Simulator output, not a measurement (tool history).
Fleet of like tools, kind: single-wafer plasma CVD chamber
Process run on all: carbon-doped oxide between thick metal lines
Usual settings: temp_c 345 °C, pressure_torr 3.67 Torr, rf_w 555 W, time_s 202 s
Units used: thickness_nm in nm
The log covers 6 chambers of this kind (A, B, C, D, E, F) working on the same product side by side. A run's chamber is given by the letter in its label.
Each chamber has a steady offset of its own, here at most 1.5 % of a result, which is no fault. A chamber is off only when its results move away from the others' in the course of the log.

run	hour	temp_c	pressure_torr	rf_w	time_s	read-back reference wafer on the same gauge, thickness_nm	thickness_nm
1D	9.8	345	3.67	555	202	1089.5	1052.4
2B	22.4	345	3.67	555	202	1089.8	1036
3F	36.3	345	3.67	555	202	1089.2	1044
4E	44.4	345	3.67	555	202	1089.3	1042
5C	53.2	345	3.67	555	202	1089.3	1048.6
6A	66.4	345	3.67	555	202	1088.7	1044.3
7D	77	345	3.67	555	202	1088.6	1048
8C	86.4	345	3.67	555	202	1088.5	1047.6
9F	99.5	345	3.67	555	202	1088.2	1046.7
# hour 112.8: chamber D: RF generator calibrated
10B	113.4	345	3.67	555	202	1087.9	1035.6
11A	122.5	345	3.67	555	202	1088.1	1039.4
# hour 126.6: chamber B: RF generator calibrated
# hour 130.7: chamber D: thermocouple changed; heater temperature recalibrated
12E	134.2	345	3.67	555	202	1087.8	1041.6
13A	144.3	345	3.67	555	202	1087.2	1041.1
14F	156.3	345	3.67	555	202	1088	1043.9
15B	163.4	345	3.67	555	202	1086.9	1037.2
16C	172.2	345	3.67	555	202	1087.1	1046.6
17E	181	345	3.67	555	202	1087.1	1043.4
18D	191.5	345	3.67	555	202	1086.4	1047.5
19A	199.1	345	3.67	555	202	1086.9	1040.3
20E	210.4	345	3.67	555	202	1086.4	1044.7
21F	218.3	345	3.67	555	202	1086.8	1044.7
22D	229.5	345	3.67	555	202	1085.9	1048.2
23B	239.8	345	4.16	555	237	1085.8	1228.6
24C	247.7	345	4.16	555	237	1085.5	1251.9
25F	257.8	345	4.16	555	237	1085.4	1246.4
26A	266.1	345	4.16	555	237	1084.9	1244.1
27D	274.7	345	4.16	555	237	1085.4	1248.2
# hour 275.6: chamber F: thermocouple changed; heater temperature recalibrated
28E	284.1	345	4.16	555	237	1084.4	1242.4
29C	294.5	345	3.67	555	202	1084.8	1047.2
30B	305.7	345	3.67	555	202	1084.8	1032.2
31A	317.8	345	3.67	555	202	1084.3	1037
32F	325.3	345	4.12	555	202	1084.1	1058.1
33D	332.2	345	4.12	555	202	1084.4	1062.6
34E	345.6	345	4.12	555	202	1083.5	1054.2
35C	356.3	345	4.12	555	202	1083.2	1058.5
36B	364	345	4.12	555	202	1083.2	1050.1
37B	374.6	345	4.12	555	202	1083.1	1045.9
# hour 376.8: chamber D: capacitance manometer re-zeroed and calibrated
38F	387.6	345	3.67	555	202	1083.4	1042.7
39C	394.1	345	3.67	555	202	1083.2	1047
40E	403.6	338	3.67	555	202	1082.7	1058.5
41D	412.7	338	3.67	555	202	1083.3	1067.2
42A	421.1	338	3.67	555	202	1083.1	1062.5
43B	428.9	338	3.67	555	202	1082.3	1052.2

Has any chamber moved away from the others, gradually or after a service, or does the common gauge drift, or do the chambers differ only by their own small steady offsets? State the chamber and the most likely cause if one applies.

No chamber is off; the gauge reading every chamber's wafers drifts, which makes the whole fleet appear to move together.
What lies behind it: gauge reads low (%) = 0.709.
